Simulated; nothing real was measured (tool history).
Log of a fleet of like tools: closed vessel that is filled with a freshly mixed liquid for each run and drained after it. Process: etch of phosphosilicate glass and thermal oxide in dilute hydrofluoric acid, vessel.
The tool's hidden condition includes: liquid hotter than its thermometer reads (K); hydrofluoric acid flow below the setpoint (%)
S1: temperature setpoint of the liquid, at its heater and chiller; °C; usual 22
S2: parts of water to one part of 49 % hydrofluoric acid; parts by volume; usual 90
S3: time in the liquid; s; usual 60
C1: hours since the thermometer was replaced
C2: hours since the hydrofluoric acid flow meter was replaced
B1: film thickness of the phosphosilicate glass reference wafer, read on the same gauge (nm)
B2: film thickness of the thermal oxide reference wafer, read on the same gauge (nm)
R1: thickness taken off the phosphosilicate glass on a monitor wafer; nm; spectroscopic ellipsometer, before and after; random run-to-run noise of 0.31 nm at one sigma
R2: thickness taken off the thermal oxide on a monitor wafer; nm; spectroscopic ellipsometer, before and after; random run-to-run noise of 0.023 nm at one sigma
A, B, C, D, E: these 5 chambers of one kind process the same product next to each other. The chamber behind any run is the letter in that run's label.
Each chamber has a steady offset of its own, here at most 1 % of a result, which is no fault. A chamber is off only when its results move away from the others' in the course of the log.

At hour 2.8: chamber A: thermometer replaced.
Run 1B, hour 7.6: usual settings; C1 571.3; C2 190.1; B1 39.977; B2 140.00. Result: R1 37.186 nm, R2 2.9964 nm.
Run 2A, hour 22.5: usual settings; C1 19.7; C2 1207.4; B1 40.010; B2 139.93. Result: R1 37.429 nm, R2 2.9531 nm.
Run 3D, hour 30.1: usual settings; C1 1465.7; C2 161.6; B1 39.995; B2 139.99. Result: R1 37.617 nm, R2 2.9812 nm.
Run 4E, hour 39.4: usual settings; C1 1992.5; C2 1483.6; B1 39.969; B2 140.00. Result: R1 37.280 nm, R2 2.9986 nm.
At hour 40.9: chamber C: hydrofluoric acid flow meter replaced.
Run 5C, hour 49.6: usual settings; C1 1286.2; C2 8.7; B1 39.997; B2 139.99. Result: R1 37.455 nm, R2 2.9690 nm.
Run 6E, hour 57.1: usual settings; C1 2010.2; C2 1501.3; B1 39.990; B2 140.01. Result: R1 37.640 nm, R2 3.0011 nm.
Run 7D, hour 68.4: usual settings; C1 1504.0; C2 199.9; B1 40.026; B2 139.94. Result: R1 37.519 nm, R2 2.9972 nm.
Run 8C, hour 77.4: usual settings; C1 1314.0; C2 36.5; B1 40.012; B2 140.02. Result: R1 37.979 nm, R2 2.9567 nm.
Run 9B, hour 86.1: usual settings; C1 649.8; C2 268.6; B1 40.000; B2 140.03. Result: R1 37.505 nm, R2 3.0319 nm.
At hour 89.0: chamber B: thermometer replaced.
Run 10A, hour 100.0: usual settings; C1 97.2; C2 1284.9; B1 40.021; B2 139.98. Result: R1 37.527 nm, R2 2.9482 nm.
At hour 101.0: chamber D: thermometer replaced.
Run 11E, hour 113.5: usual settings; C1 2066.6; C2 1557.7; B1 40.005; B2 140.05. Result: R1 37.962 nm, R2 2.9608 nm.
Run 12D, hour 125.0: usual settings; C1 24.0; C2 256.5; B1 39.993; B2 140.04. Result: R1 37.745 nm, R2 2.9529 nm.
Run 13B, hour 133.4: usual settings; C1 44.5; C2 315.9; B1 39.991; B2 139.95. Result: R1 37.219 nm, R2 3.0019 nm.
Run 14C, hour 142.6: usual settings; C1 1379.2; C2 101.7; B1 40.014; B2 139.98. Result: R1 37.624 nm, R2 2.9843 nm.
Run 15A, hour 155.8: usual settings; C1 153.0; C2 1340.7; B1 40.025; B2 139.98. Result: R1 37.866 nm, R2 2.9453 nm.
Run 16E, hour 172.3: usual settings; C1 2125.4; C2 1616.5; B1 39.991; B2 140.03. Result: R1 37.388 nm, R2 2.9732 nm.
Run 17A, hour 183.8: usual settings; C1 181.0; C2 1368.7; B1 40.007; B2 140.04. Result: R1 38.384 nm, R2 2.9249 nm.
Run 18D, hour 198.2: usual settings but S1 24 °C; C1 97.2; C2 329.7; B1 39.983; B2 140.00. Result: R1 41.267 nm, R2 3.1886 nm.
Run 19B, hour 209.7: usual settings but S1 24 °C; C1 120.8; C2 392.2; B1 39.997; B2 140.01. Result: R1 40.613 nm, R2 3.2596 nm.
Run 20C, hour 221.0: usual settings but S1 24 °C; C1 1457.6; C2 180.1; B1 40.048; B2 140.03. Result: R1 41.057 nm, R2 3.2249 nm.
At hour 222.2: chamber E: hydrofluoric acid flow meter replaced.
Run 21C, hour 234.9: usual settings but S1 24 °C; C1 1471.5; C2 194.0; B1 40.007; B2 139.99. Result: R1 40.486 nm, R2 3.2258 nm.
Run 22A, hour 247.3: usual settings but S1 24 °C; C1 244.5; C2 1432.2; B1 39.981; B2 139.99. Result: R1 40.768 nm, R2 3.2208 nm.
Run 23E, hour 257.5: usual settings; C1 2210.6; C2 35.4; B1 40.017; B2 140.04. Result: R1 37.982 nm, R2 3.0055 nm.
Run 24B, hour 265.0: usual settings but S3 40 s; C1 176.1; C2 447.5; B1 40.008; B2 139.99. Result: R1 24.672 nm, R2 1.9821 nm.
Run 25D, hour 275.2: usual settings but S3 40 s; C1 174.2; C2 406.7; B1 40.021; B2 139.96. Result: R1 24.774 nm, R2 1.9797 nm.
Run 26C, hour 287.5: usual settings but S3 40 s; C1 1524.1; C2 246.6; B1 40.017; B2 139.96. Result: R1 25.031 nm, R2 1.9757 nm.
Run 27A, hour 297.5: usual settings but S3 40 s; C1 294.7; C2 1482.4; B1 39.986; B2 140.01. Result: R1 25.004 nm, R2 1.9427 nm.
Run 28B, hour 304.8: usual settings but S3 40 s; C1 215.9; C2 487.3; B1 39.961; B2 140.02. Result: R1 25.002 nm, R2 1.9833 nm.
Run 29D, hour 320.6: usual settings; C1 219.6; C2 452.1; B1 39.967; B2 140.02. Result: R1 37.347 nm, R2 2.9679 nm.
Run 30E, hour 335.2: usual settings; C1 2288.3; C2 113.1; B1 39.993; B2 139.98. Result: R1 37.395 nm, R2 3.0195 nm.
Run 31A, hour 350.9: usual settings; C1 348.1; C2 1535.8; B1 39.986; B2 140.01. Result: R1 37.783 nm, R2 2.9748 nm.
Run 32D, hour 360.5: usual settings; C1 259.5; C2 492.0; B1 39.993; B2 139.99. Result: R1 37.532 nm, R2 2.9970 nm.
Run 33C, hour 370.4: usual settings; C1 1607.0; C2 329.5; B1 39.999; B2 140.06. Result: R1 37.540 nm, R2 2.9607 nm.
Run 34E, hour 380.8: usual settings; C1 2333.9; C2 158.7; B1 40.015; B2 140.05. Result: R1 36.773 nm, R2 3.0009 nm.
Run 35B, hour 390.9: usual settings; C1 302.0; C2 573.4; B1 39.962; B2 140.02. Result: R1 36.542 nm, R2 3.0036 nm.
Run 36D, hour 401.0: usual settings; C1 300.0; C2 532.5; B1 40.006; B2 140.00. Result: R1 38.228 nm, R2 2.9972 nm.
Run 37C, hour 410.9: usual settings; C1 1647.5; C2 370.0; B1 39.989; B2 140.02. Result: R1 37.521 nm, R2 2.9659 nm.

For the next run the whole fleet of 5 chambers uses the same settings. Give each chamber's results:
Run 38A, hour 422.7: usual settings but S3 35 s. Result: R1 ?, R2 ?.
Run 38B, hour 422.7: usual settings but S3 35 s. Result: R1 ?, R2 ?.
Run 38C, hour 422.7: usual settings but S3 35 s. Result: R1 ?, R2 ?.
Run 38D, hour 422.7: usual settings but S3 35 s. Result: R1 ?, R2 ?.
Run 38E, hour 422.7: usual settings but S3 35 s. Result: R1 ?, R2 ?.

run      R1      R2
38A  21.951  1.7413
38B  21.799  1.7340
38C  22.018  1.7120
38D  22.117  1.7341
38E  22.189  1.7582
